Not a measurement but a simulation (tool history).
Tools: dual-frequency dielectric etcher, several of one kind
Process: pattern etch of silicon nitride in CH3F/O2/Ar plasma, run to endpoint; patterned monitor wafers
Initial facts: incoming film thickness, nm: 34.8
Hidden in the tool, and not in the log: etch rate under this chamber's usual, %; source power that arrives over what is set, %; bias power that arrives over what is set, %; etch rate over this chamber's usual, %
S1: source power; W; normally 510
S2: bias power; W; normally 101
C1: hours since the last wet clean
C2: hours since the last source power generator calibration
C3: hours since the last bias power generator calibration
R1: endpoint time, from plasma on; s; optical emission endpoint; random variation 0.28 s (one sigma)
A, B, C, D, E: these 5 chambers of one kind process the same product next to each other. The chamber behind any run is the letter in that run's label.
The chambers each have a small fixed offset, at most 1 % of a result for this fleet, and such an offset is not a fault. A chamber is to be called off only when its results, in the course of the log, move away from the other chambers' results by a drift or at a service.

| run | day | S1 | S2 | C1 | C2 | C3 | R1 |
|---|---|---|---|---|---|---|---|
| 1B | 0.408 | 510 | 101 | 256.6 | 801.6 | 1094.5 | 41.044 |
| 2E | 0.75 | 510 | 101 | 236.4 | 4778.6 | 2448.4 | 40.808 |
| 3A | 1.067 | 510 | 101 | 35.5 | 945.8 | 1217.5 | 40.69 |
|  | 1.554 | chamber C: wet clean of the chamber |
| 4C | 1.608 | 510 | 101 | 1.4 | 182.6 | 1245.2 | 41.165 |
| 5D | 2.204 | 510 | 101 | 140.3 | 2263.1 | 1671.5 | 40.428 |
| 6D | 2.508 | 510 | 101 | 147.6 | 2270.4 | 1678.8 | 40.615 |
| 7C | 3.025 | 510 | 101 | 35.4 | 216.6 | 1279.2 | 40.959 |
| 8B | 3.496 | 510 | 101 | 330.7 | 875.7 | 1168.6 | 40.516 |
| 9A | 4.054 | 510 | 101 | 107.2 | 1017.5 | 1289.2 | 40.468 |
| 10E | 4.688 | 510 | 101 | 330.9 | 4873.1 | 2542.9 | 40.5 |
| 11D | 5.021 | 510 | 101 | 207.9 | 2330.7 | 1739.1 | 40.492 |
| 12C | 5.317 | 510 | 101 | 90.4 | 271.6 | 1334.2 | 40.626 |
| 13B | 5.9 | 510 | 88 | 388.4 | 933.4 | 1226.3 | 43.18 |
| 14A | 6.525 | 510 | 88 | 166.5 | 1076.8 | 1348.5 | 42.728 |
| 15E | 7.171 | 510 | 88 | 390.5 | 4932.7 | 2602.5 | 42.569 |
| 16D | 7.588 | 510 | 88 | 269.5 | 2392.3 | 1800.7 | 42.698 |
| 17C | 8.092 | 510 | 88 | 157 | 338.2 | 1400.8 | 43.19 |
| 18A | 8.392 | 510 | 101 | 211.3 | 1121.6 | 1393.3 | 40.508 |
| 19E | 8.7 | 510 | 101 | 427.2 | 4969.4 | 2639.2 | 40.682 |
| 20B | 9.208 | 510 | 101 | 467.8 | 1012.8 | 1305.7 | 42.258 |
| 21D | 9.679 | 510 | 101 | 319.7 | 2442.5 | 1850.9 | 41.175 |
| 22C | 10.329 | 630 | 101 | 210.7 | 391.9 | 1454.5 | 37.629 |
| 23E | 10.779 | 630 | 101 | 477.1 | 5019.3 | 2689.1 | 37.766 |
| 24A | 11.262 | 630 | 101 | 280.2 | 1190.5 | 1462.2 | 37.442 |
| 25B | 11.712 | 630 | 101 | 527.9 | 1072.9 | 1365.8 | 39.195 |
|  | 11.829 | chamber E: source power generator calibrated |
| 26E | 12.208 | 630 | 101 | 511.4 | 9.1 | 2723.4 | 37.633 |
| 27C | 12.762 | 550 | 85 | 269.1 | 450.3 | 1512.9 | 42.13 |
| 28A | 13.392 | 550 | 85 | 331.3 | 1241.6 | 1513.3 | 42.102 |
|  | 13.662 | chamber D: wet clean of the chamber |
| 29D | 13.962 | 550 | 85 | 7.3 | 2545.3 | 1953.7 | 42.249 |
| 30B | 14.567 | 550 | 85 | 596.4 | 1141.4 | 1434.3 | 44.451 |
| 31E | 14.908 | 550 | 85 | 576.2 | 73.9 | 2788.2 | 42.722 |

Is one chamber out of step, is the gauge drifting, or do the chambers differ by no more than their own small offsets? For an off chamber, give its letter and the likeliest cause.

One chamber, B, drifts off from the rest bit by bit.
Cause: etch rate under this chamber's usual, % = 5.32.

Below are 4 candidate recipes for chamber B's next run, each the usual settings with a change, their results shown as question marks. Which of them brings B's results back in line with what the other chambers give on the usual settings?
In line means no further than this from the other chambers' mean on the usual settings: R1 0.97 s
| 32B-1 | 15.392 | 470 | 93 |  |  |  | ? |
| 32B-2 | 15.392 | 520 | 103 |  |  |  | ? |
| 32B-3 | 15.392 | 490 | 101 |  |  |  | ? |
| 32B-4 | 15.392 | 550 | 109 |  |  |  | ? |

Average result of the remaining chambers running the usual settings: R1 40.774 s
| run | R1 |
|---|---|
| 32B-1 | 46.039 |
| 32B-2 | 42.767 |
| 32B-3 | 44.026 |
| 32B-4 | 41.047 |
Change 32B-4 lands the chamber within the allowed miss of the other chambers.

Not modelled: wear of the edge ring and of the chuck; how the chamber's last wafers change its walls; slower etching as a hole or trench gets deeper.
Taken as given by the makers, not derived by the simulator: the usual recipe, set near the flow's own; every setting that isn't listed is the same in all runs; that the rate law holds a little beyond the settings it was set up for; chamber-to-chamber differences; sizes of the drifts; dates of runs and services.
